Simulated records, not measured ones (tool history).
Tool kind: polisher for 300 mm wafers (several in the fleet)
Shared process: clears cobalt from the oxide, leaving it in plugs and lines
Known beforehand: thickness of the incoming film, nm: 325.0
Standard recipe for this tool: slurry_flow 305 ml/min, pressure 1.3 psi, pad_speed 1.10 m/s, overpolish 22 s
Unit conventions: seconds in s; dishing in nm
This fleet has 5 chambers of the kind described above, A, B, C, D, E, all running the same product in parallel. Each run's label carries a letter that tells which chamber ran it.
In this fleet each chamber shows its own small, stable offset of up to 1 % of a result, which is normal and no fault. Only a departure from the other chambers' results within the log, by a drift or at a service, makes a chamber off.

run	hour	slurry_flow	pressure	pad_speed	overpolish	seconds	dishing
# hour 0.8: chamber C: worn pad replaced by a new one
1A	4.1	305	1.3	1.10	22	111.400	37.384
2C	9.3	305	1.3	1.10	22	111.130	38.730
3E	13.3	305	1.3	1.10	22	111.000	38.833
4D	19.6	305	1.3	1.10	22	109.880	37.499
5B	24.0	305	1.3	1.10	22	107.610	37.690
6C	29.9	305	1.3	1.10	22	110.830	38.024
7B	36.5	305	1.3	1.10	22	109.300	38.129
# hour 39.2: chamber D: worn pad replaced by a new one
8E	41.0	305	1.3	1.10	22	109.730	38.743
# hour 41.4: chamber B: worn pad replaced by a new one
# hour 41.7: chamber E: worn pad replaced by a new one
9A	45.1	305	1.3	1.10	22	107.080	39.896
10D	49.6	305	1.3	1.10	22	106.990	37.506
11D	55.9	305	1.3	1.10	22	110.700	38.936
# hour 56.0: chamber A: worn pad replaced by a new one
12C	60.6	305	1.3	1.46	22	82.049	44.613
13E	64.0	305	1.3	1.46	22	83.474	45.295
14B	71.2	305	1.3	1.46	22	82.654	43.963
15A	76.4	305	1.3	1.46	22	81.500	45.528
16E	82.5	305	1.3	1.46	22	82.530	44.402
17D	89.2	305	1.3	1.10	22	109.930	39.054
18A	94.7	305	1.3	1.10	22	108.800	38.668
19B	98.1	305	1.3	1.10	22	108.080	36.576
20C	103.5	305	1.8	1.10	32	78.419	48.135
21A	111.2	305	1.8	1.10	32	79.207	49.986
# hour 114.6: chamber C: slurry nozzle cleaned
# hour 115.8: chamber E: worn pad replaced by a new one
22E	117.8	305	1.8	1.10	32	79.373	49.253
23D	124.1	305	1.8	1.10	32	79.506	50.185
# hour 126.2: chamber B: worn pad replaced by a new one
24C	128.0	305	1.8	1.10	32	78.937	50.741
# hour 129.2: chamber E: head pressure recalibrated
# hour 129.8: chamber D: worn pad replaced by a new one
# hour 132.5: chamber C: worn pad replaced by a new one
25B	134.8	305	1.3	1.10	14	109.970	29.392
26D	139.8	305	1.3	1.10	14	108.790	28.665
27A	146.9	305	1.3	1.10	14	109.700	29.120
# hour 151.8: chamber A: slurry nozzle cleaned
28B	153.3	305	1.3	1.10	14	110.240	30.456
29C	160.2	305	1.3	1.10	14	109.250	28.905
# hour 163.1: chamber A: worn pad replaced by a new one
30E	166.6	305	0.9	1.10	34	159.930	41.811
31E	172.5	305	0.9	1.10	34	158.510	39.573
32A	178.1	305	0.9	1.10	34	157.500	38.367
33D	182.4	305	0.9	1.10	34	159.130	40.258
# hour 183.6: chamber E: worn pad replaced by a new one
34C	188.3	305	0.9	1.10	34	158.320	40.602
35B	194.6	305	1.3	1.10	22	108.940	39.188
36A	200.7	305	1.3	1.10	22	109.090	39.306
# hour 206.1: chamber D: worn pad replaced by a new one
37D	206.5	305	1.3	1.10	22	109.760	37.348
38C	213.9	305	1.3	1.10	22	109.690	37.338
39E	217.3	305	1.3	1.28	28	94.778	47.294
# hour 217.4: chamber B: worn pad replaced by a new one
40B	222.3	305	1.3	1.28	28	92.874	44.597
41B	229.0	305	1.3	1.28	28	94.698	45.803
42E	233.6	305	1.3	1.28	28	93.012	45.666
43A	239.3	305	1.3	1.28	28	94.654	46.821

Next, every chamber runs the same settings. What will each give?
44A	244.9	305	1.3	1.10	22	?	?
44B	244.9	305	1.3	1.10	22	?	?
44C	244.9	305	1.3	1.10	22	?	?
44D	244.9	305	1.3	1.10	22	?	?
44E	244.9	305	1.3	1.10	22	?	?

run	seconds	dishing
44A	107.830	38.619
44B	109.650	39.345
44C	107.560	39.043
44D	109.710	36.005
44E	109.550	36.805

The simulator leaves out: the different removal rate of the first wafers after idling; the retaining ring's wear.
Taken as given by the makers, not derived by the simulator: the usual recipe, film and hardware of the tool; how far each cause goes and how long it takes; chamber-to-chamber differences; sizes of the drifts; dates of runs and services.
